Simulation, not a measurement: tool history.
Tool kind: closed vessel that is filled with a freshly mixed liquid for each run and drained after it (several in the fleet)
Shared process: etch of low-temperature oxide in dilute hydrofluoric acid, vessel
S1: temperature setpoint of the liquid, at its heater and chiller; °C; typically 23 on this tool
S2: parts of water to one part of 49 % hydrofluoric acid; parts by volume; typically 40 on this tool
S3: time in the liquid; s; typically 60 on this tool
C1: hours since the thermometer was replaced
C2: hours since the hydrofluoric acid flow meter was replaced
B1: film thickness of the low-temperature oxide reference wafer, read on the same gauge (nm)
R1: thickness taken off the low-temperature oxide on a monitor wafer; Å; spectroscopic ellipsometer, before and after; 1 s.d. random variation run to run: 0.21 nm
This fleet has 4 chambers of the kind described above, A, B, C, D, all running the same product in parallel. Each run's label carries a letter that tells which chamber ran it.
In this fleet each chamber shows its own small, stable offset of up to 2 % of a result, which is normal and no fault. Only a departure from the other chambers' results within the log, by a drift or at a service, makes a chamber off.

run   hour  S1  S2  S3      C1      C2      B1      R1
 1A   13.2  23  40  60   969.4   676.9  59.988  289.93
      22.7  -- chamber A: thermometer replaced
 2D   22.8  23  40  60  2550.4   759.7  59.982  292.67
      27.2  -- chamber C: thermometer replaced
 3C     39  23  40  60    11.9   890.7  60.013  296.35
 4B   47.5  23  40  60   121.9   801.7  59.985  294.89
 5A   60.7  23  40  60    38.1   724.4  59.994  289.12
 6B   68.7  23  40  60   143.1   822.9  60.015  294.28
 7D   79.5  23  40  60  2607.1   816.4  60.015  290.84
      82.7  -- chamber D: thermometer replaced
 8C   94.5  23  40  60    67.4   946.2  60.005  294.01
 9A  103.4  23  40  60    80.8   767.1  60.002  288.76
10B  116.5  23  40  60   190.9   870.7  60.023  295.74
11C  128.2  23  40  60   101.1   979.9  60.024  300.24
12D  142.1  23  40  60    59.4     879  60.011  293.63
     155.6  -- chamber A: hydrofluoric acid flow meter replaced
13D    158  23  40  60    75.3   894.9  60.017   294.7
14A  172.6  23  40  60     150    17.1  59.999  288.12
15B  184.7  23  40  60   259.1   938.9  60.005  293.15
16C  196.6  23  40  60   169.5  1048.3  60.002  303.42
17A  212.2  23  40  60   189.6    56.7  60.007  284.04
18D  228.2  23  40  60   145.5   965.1   59.99  297.26
19B  238.3  19  40  60   312.7   992.5  60.014  245.83
20C  251.6  19  40  60   224.5  1103.3  59.998  260.04
21A  261.5  19  40  60   238.9     106  59.989  243.31
22D    269  19  40  60   186.3  1005.9  59.988  251.07
23C  280.7  23  40  60   253.6  1132.4  60.003  308.82
24B  295.9  23  40  60   370.3  1050.1  59.987  296.18
25A  304.1  23  25  60   281.5   148.6   59.99   468.7
26D  319.1  23  25  60   236.4    1056  60.003  484.96
27C  334.6  23  25  60   307.5  1186.3  60.015  501.87
28B  342.6  23  25  60     417  1096.8  60.004  483.84
29D    356  23  40  60   273.3  1092.9  60.007  294.94
30B  369.3  23  40  60   443.7  1123.5  60.009  289.88
31A  379.6  23  40  60     357   224.1  59.991  289.33
32C  390.8  23  40  60   363.7  1242.5  60.017  315.76
33C  400.9  23  40  60   373.8  1252.6  59.991  315.31

All 4 chambers run these settings next. Forecast each chamber's results:
34A  412.5  27.5  40  60               ?
34B  412.5  27.5  40  60               ?
34C  412.5  27.5  40  60               ?
34D  412.5  27.5  40  60               ?

run      R1
34A  346.08
34B  354.93
34C  383.92
34D  351.91

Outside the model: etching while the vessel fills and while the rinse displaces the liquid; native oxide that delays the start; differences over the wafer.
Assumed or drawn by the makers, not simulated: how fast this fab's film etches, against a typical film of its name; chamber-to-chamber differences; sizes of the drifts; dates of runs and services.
